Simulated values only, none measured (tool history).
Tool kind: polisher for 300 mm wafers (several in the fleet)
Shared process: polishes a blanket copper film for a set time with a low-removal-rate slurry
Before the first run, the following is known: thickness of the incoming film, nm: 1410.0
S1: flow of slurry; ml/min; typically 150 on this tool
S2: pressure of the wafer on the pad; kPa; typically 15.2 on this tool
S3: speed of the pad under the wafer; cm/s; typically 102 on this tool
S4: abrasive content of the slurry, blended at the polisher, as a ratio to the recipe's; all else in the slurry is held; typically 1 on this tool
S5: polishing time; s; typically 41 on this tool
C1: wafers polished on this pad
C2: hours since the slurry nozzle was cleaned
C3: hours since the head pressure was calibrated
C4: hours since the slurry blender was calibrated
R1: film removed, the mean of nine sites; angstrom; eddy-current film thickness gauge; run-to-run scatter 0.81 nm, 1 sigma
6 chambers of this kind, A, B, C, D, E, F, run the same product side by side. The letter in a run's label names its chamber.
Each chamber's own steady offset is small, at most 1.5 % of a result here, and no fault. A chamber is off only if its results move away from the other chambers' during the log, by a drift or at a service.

{"run": "1D", "hour": 11.2, "S1": 150, "S2": 15.2, "S3": 102, "S4": 1, "S5": 41, "C1": 945, "C2": 164.6, "C3": 100.5, "C4": 314, "R1": 973.32}
{"hour": 13.4, "done": "chamber C: worn pad replaced by a new one"}
{"run": "2C", "hour": 18.2, "S1": 150, "S2": 15.2, "S3": 102, "S4": 1, "S5": 41, "C1": 84, "C2": 138.2, "C3": 1082.7, "C4": 330.2, "R1": 963.23}
{"hour": 25.4, "done": "chamber F: slurry blender recalibrated"}
{"run": "3F", "hour": 33.1, "S1": 150, "S2": 15.2, "S3": 102, "S4": 1, "S5": 41, "C1": 1228, "C2": 312.4, "C3": 371.9, "C4": 7.7, "R1": 960.51}
{"run": "4B", "hour": 41.3, "S1": 150, "S2": 15.2, "S3": 102, "S4": 1, "S5": 41, "C1": 1772, "C2": 125, "C3": 851.7, "C4": 189.8, "R1": 960.18}
{"hour": 48.0, "done": "chamber E: worn pad replaced by a new one"}
{"run": "5E", "hour": 48.2, "S1": 150, "S2": 15.2, "S3": 102, "S4": 1, "S5": 41, "C1": 3, "C2": 668.5, "C3": 902.4, "C4": 182.9, "R1": 971.25}
{"hour": 48.6, "done": "chamber F: slurry nozzle cleaned"}
{"hour": 51.1, "done": "chamber D: worn pad replaced by a new one"}
{"run": "6A", "hour": 55.2, "S1": 150, "S2": 15.2, "S3": 102, "S4": 1, "S5": 41, "C1": 1755, "C2": 384.9, "C3": 354, "C4": 191.9, "R1": 950.83}
{"hour": 62.3, "done": "chamber C: head pressure recalibrated"}
{"hour": 63.2, "done": "chamber F: worn pad replaced by a new one"}
{"hour": 63.2, "done": "chamber A: worn pad replaced by a new one"}
{"run": "7B", "hour": 68.4, "S1": 150, "S2": 13.1, "S3": 102, "S4": 0.8, "S5": 41, "C1": 2240, "C2": 152.1, "C3": 878.8, "C4": 216.9, "R1": 801.73}
{"run": "8D", "hour": 75.9, "S1": 150, "S2": 13.1, "S3": 102, "S4": 0.8, "S5": 41, "C1": 429, "C2": 229.3, "C3": 165.2, "C4": 378.7, "R1": 798.59}
{"run": "9F", "hour": 91.3, "S1": 150, "S2": 13.1, "S3": 102, "S4": 0.8, "S5": 41, "C1": 486, "C2": 42.8, "C3": 430.1, "C4": 65.9, "R1": 793.85}
{"hour": 99.9, "done": "chamber C: worn pad replaced by a new one"}
{"hour": 101.1, "done": "chamber A: slurry nozzle cleaned"}
{"run": "10A", "hour": 104.9, "S1": 150, "S2": 13.1, "S3": 102, "S4": 0.8, "S5": 41, "C1": 721, "C2": 3.8, "C3": 403.7, "C4": 241.6, "R1": 793.2}
{"run": "11C", "hour": 115.0, "S1": 150, "S2": 13.1, "S3": 102, "S4": 0.8, "S5": 41, "C1": 261, "C2": 235, "C3": 52.7, "C4": 427, "R1": 785.2}
{"hour": 115.6, "done": "chamber A: slurry blender recalibrated"}
{"run": "12E", "hour": 127.7, "S1": 150, "S2": 13.1, "S3": 102, "S4": 0.8, "S5": 41, "C1": 1377, "C2": 748, "C3": 981.9, "C4": 262.4, "R1": 795.47}
{"hour": 129.0, "done": "chamber C: slurry blender recalibrated"}
{"hour": 142.5, "done": "chamber A: head pressure recalibrated"}
{"run": "13E", "hour": 142.6, "S1": 150, "S2": 15.2, "S3": 102, "S4": 1, "S5": 41, "C1": 1634, "C2": 762.9, "C3": 996.8, "C4": 277.3, "R1": 978.72}
{"hour": 143.2, "done": "chamber F: slurry blender recalibrated"}
{"hour": 146.0, "done": "chamber E: worn pad replaced by a new one"}
{"hour": 146.1, "done": "chamber D: worn pad replaced by a new one"}
{"hour": 155.0, "done": "chamber F: worn pad replaced by a new one"}
{"run": "14A", "hour": 155.2, "S1": 150, "S2": 15.2, "S3": 102, "S4": 1, "S5": 41, "C1": 1590, "C2": 54.1, "C3": 12.7, "C4": 39.6, "R1": 958.49}
{"hour": 158.4, "done": "chamber A: worn pad replaced by a new one"}
{"run": "15B", "hour": 165.2, "S1": 150, "S2": 15.2, "S3": 102, "S4": 1, "S5": 41, "C1": 3912, "C2": 248.9, "C3": 975.6, "C4": 313.7, "R1": 938.37}
{"run": "16C", "hour": 180.2, "S1": 150, "S2": 15.2, "S3": 102, "S4": 1, "S5": 41, "C1": 1388, "C2": 300.2, "C3": 117.9, "C4": 51.2, "R1": 959.47}
{"hour": 180.7, "done": "chamber D: slurry blender recalibrated"}
{"run": "17F", "hour": 192.3, "S1": 150, "S2": 15.2, "S3": 102, "S4": 1, "S5": 41, "C1": 644, "C2": 143.8, "C3": 531.1, "C4": 49.2, "R1": 959.76}
{"hour": 196.8, "done": "chamber E: slurry nozzle cleaned"}
{"hour": 198.6, "done": "chamber C: worn pad replaced by a new one"}
{"run": "18D", "hour": 203.7, "S1": 150, "S2": 15.2, "S3": 102, "S4": 1, "S5": 41, "C1": 995, "C2": 357.1, "C3": 293, "C4": 23.1, "R1": 967.81}
{"run": "19F", "hour": 214.0, "S1": 150, "S2": 15.2, "S3": 102, "S4": 1, "S5": 41, "C1": 1019, "C2": 165.5, "C3": 552.8, "C4": 70.9, "R1": 962.2}
{"run": "20D", "hour": 222.9, "S1": 150, "S2": 15.2, "S3": 102, "S4": 1, "S5": 41, "C1": 1327, "C2": 376.3, "C3": 312.2, "C4": 42.3, "R1": 962.8}
{"hour": 228.1, "done": "chamber D: worn pad replaced by a new one"}
{"run": "21C", "hour": 235.9, "S1": 150, "S2": 15.2, "S3": 102, "S4": 1, "S5": 41, "C1": 644, "C2": 355.9, "C3": 173.6, "C4": 106.9, "R1": 962.55}
{"hour": 239.1, "done": "chamber B: slurry blender recalibrated"}
{"hour": 247.4, "done": "chamber F: slurry blender recalibrated"}
{"hour": 247.9, "done": "chamber F: worn pad replaced by a new one"}
{"run": "22E", "hour": 247.9, "S1": 150, "S2": 15.2, "S3": 102, "S4": 1, "S5": 41, "C1": 1760, "C2": 51.2, "C3": 1102.1, "C4": 382.6, "R1": 966.48}
{"hour": 251.8, "done": "chamber E: worn pad replaced by a new one"}
{"run": "23B", "hour": 255.1, "S1": 150, "S2": 15.2, "S3": 102, "S4": 1, "S5": 41, "C1": 5466, "C2": 338.8, "C3": 1065.5, "C4": 16.1, "R1": 913.32}
{"hour": 263.1, "done": "chamber D: head pressure recalibrated"}
{"run": "24A", "hour": 263.8, "S1": 150, "S2": 15.2, "S3": 102, "S4": 1, "S5": 41, "C1": 1821, "C2": 162.7, "C3": 121.3, "C4": 148.2, "R1": 965.58}
{"hour": 267.9, "done": "chamber A: worn pad replaced by a new one"}
{"run": "25C", "hour": 275.6, "S1": 150, "S2": 15.2, "S3": 102, "S4": 1, "S5": 41, "C1": 1330, "C2": 395.6, "C3": 213.3, "C4": 146.6, "R1": 959.27}
{"hour": 283.5, "done": "chamber C: worn pad replaced by a new one"}
{"run": "26B", "hour": 286.4, "S1": 150, "S2": 15.2, "S3": 102, "S4": 1, "S5": 41, "C1": 6006, "C2": 370.1, "C3": 1096.8, "C4": 47.4, "R1": 921.41}
{"hour": 287.3, "done": "chamber B: head pressure recalibrated"}
{"run": "27E", "hour": 296.9, "S1": 150, "S2": 15.2, "S3": 102, "S4": 1, "S5": 41, "C1": 780, "C2": 100.2, "C3": 1151.1, "C4": 431.6, "R1": 956.89}
{"run": "28F", "hour": 310.4, "S1": 150, "S2": 15.2, "S3": 102, "S4": 1, "S5": 41, "C1": 1080, "C2": 261.9, "C3": 649.2, "C4": 63, "R1": 982.87}
{"hour": 315.4, "done": "chamber E: head pressure recalibrated"}
{"hour": 322.3, "done": "chamber F: slurry nozzle cleaned"}
{"run": "29A", "hour": 324.3, "S1": 150, "S2": 15.2, "S3": 102, "S4": 1, "S5": 41, "C1": 975, "C2": 223.2, "C3": 181.8, "C4": 208.7, "R1": 959.32}
{"hour": 326.3, "done": "chamber E: slurry blender recalibrated"}
{"hour": 330.8, "done": "chamber D: worn pad replaced by a new one"}
{"run": "30D", "hour": 334.5, "S1": 150, "S2": 15.2, "S3": 102, "S4": 1, "S5": 41, "C1": 63, "C2": 487.9, "C3": 71.4, "C4": 153.9, "R1": 972.72}
{"run": "31D", "hour": 344.3, "S1": 150, "S2": 15.2, "S3": 102, "S4": 1, "S5": 41, "C1": 233, "C2": 497.7, "C3": 81.2, "C4": 163.7, "R1": 964.08}
{"hour": 346.6, "done": "chamber F: worn pad replaced by a new one"}
{"hour": 347.8, "done": "chamber A: slurry blender recalibrated"}
{"run": "32A", "hour": 352.1, "S1": 150, "S2": 15.2, "S3": 102, "S4": 1, "S5": 41, "C1": 1455, "C2": 251, "C3": 209.6, "C4": 4.4, "R1": 954.01}
{"hour": 353.4, "done": "chamber E: worn pad replaced by a new one"}
{"hour": 354.4, "done": "chamber F: slurry blender recalibrated"}
{"hour": 359.2, "done": "chamber A: worn pad replaced by a new one"}
{"run": "33F", "hour": 362.3, "S1": 150, "S2": 15.2, "S3": 102, "S4": 1, "S5": 41, "C1": 271, "C2": 40.1, "C3": 701.1, "C4": 8, "R1": 983.68}
{"run": "34B", "hour": 370.1, "S1": 150, "S2": 15.2, "S3": 102, "S4": 1, "S5": 41, "C1": 7453, "C2": 453.8, "C3": 82.8, "C4": 131.1, "R1": 908.81}
{"run": "35C", "hour": 384.0, "S1": 150, "S2": 15.2, "S3": 102, "S4": 1, "S5": 35, "C1": 1737, "C2": 504, "C3": 321.7, "C4": 255, "R1": 811.69}
{"hour": 384.6, "done": "chamber C: worn pad replaced by a new one"}
{"run": "36E", "hour": 398.1, "S1": 150, "S2": 15.2, "S3": 102, "S4": 1, "S5": 35, "C1": 772, "C2": 201.4, "C3": 82.7, "C4": 71.8, "R1": 830.67}
{"run": "37A", "hour": 404.8, "S1": 150, "S2": 15.2, "S3": 102, "S4": 1, "S5": 35, "C1": 787, "C2": 303.7, "C3": 262.3, "C4": 57.1, "R1": 826.27}
{"run": "38B", "hour": 417.1, "S1": 150, "S2": 15.2, "S3": 102, "S4": 1, "S5": 35, "C1": 8265, "C2": 500.8, "C3": 129.8, "C4": 178.1, "R1": 767.52}
{"hour": 422.9, "done": "chamber D: worn pad replaced by a new one"}
{"run": "39E", "hour": 425.2, "S1": 150, "S2": 15.2, "S3": 102, "S4": 1, "S5": 35, "C1": 1240, "C2": 228.5, "C3": 109.8, "C4": 98.9, "R1": 828.36}
{"hour": 433.8, "done": "chamber C: slurry nozzle cleaned"}
{"run": "40D", "hour": 433.9, "S1": 150, "S2": 15.2, "S3": 102, "S4": 1, "S5": 35, "C1": 190, "C2": 587.3, "C3": 170.8, "C4": 253.3, "R1": 812.78}
{"hour": 437.9, "done": "chamber F: worn pad replaced by a new one"}
{"run": "41F", "hour": 447.6, "S1": 105, "S2": 15.2, "S3": 102, "S4": 1, "S5": 49, "C1": 167, "C2": 125.4, "C3": 786.4, "C4": 93.3, "R1": 1076.3}
{"hour": 453.1, "done": "chamber F: slurry blender recalibrated"}
{"run": "42C", "hour": 462.7, "S1": 105, "S2": 15.2, "S3": 102, "S4": 1, "S5": 49, "C1": 1350, "C2": 29, "C3": 400.4, "C4": 333.7, "R1": 1054.3}
{"hour": 463.0, "done": "chamber A: worn pad replaced by a new one"}
{"run": "43A", "hour": 470.1, "S1": 105, "S2": 15.2, "S3": 102, "S4": 1, "S5": 49, "C1": 124, "C2": 369, "C3": 327.6, "C4": 122.4, "R1": 1095.3}
{"run": "44F", "hour": 478.1, "S1": 105, "S2": 15.2, "S3": 102, "S4": 1, "S5": 49, "C1": 694, "C2": 155.9, "C3": 816.9, "C4": 25.1, "R1": 1069}

Has any chamber moved away from the others, gradually or after a service, or does the common gauge drift, or do the chambers differ only by their own small steady offsets? State the chamber and the most likely cause if one applies.

Chamber B drifts away from the others.
What lies behind it: removal rate lost through wear of the pad, % = 6.73.
The log may not separate it from: slurry flow missing at the pad, %.

Here are 4 candidates for chamber B's next run, each the usual settings with a change, their results left as question marks. Which one brings its results back in line with what the others give on the usual settings?
In line here means within this much of the mean the other chambers give on the usual settings: R1 28 angstrom
{"run": "45B-1", "hour": 489.1, "S1": 150, "S2": 15.2, "S3": 106, "S4": 1, "S5": 41, "R1": "?"}
{"run": "45B-2", "hour": 489.1, "S1": 150, "S2": 16.5, "S3": 102, "S4": 1, "S5": 41, "R1": "?"}
{"run": "45B-3", "hour": 489.1, "S1": 150, "S2": 15.2, "S3": 98, "S4": 1, "S5": 41, "R1": "?"}
{"run": "45B-4", "hour": 489.1, "S1": 150, "S2": 13.8, "S3": 102, "S4": 1, "S5": 41, "R1": "?"}

Average result of the remaining chambers running the usual settings: R1 964.75 angstrom
run=45B-1 R1=920.37
run=45B-2 R1=965.59
run=45B-3 R1=851.54
run=45B-4 R1=806.32
Change 45B-2 lands the chamber within the allowed miss of the other chambers.

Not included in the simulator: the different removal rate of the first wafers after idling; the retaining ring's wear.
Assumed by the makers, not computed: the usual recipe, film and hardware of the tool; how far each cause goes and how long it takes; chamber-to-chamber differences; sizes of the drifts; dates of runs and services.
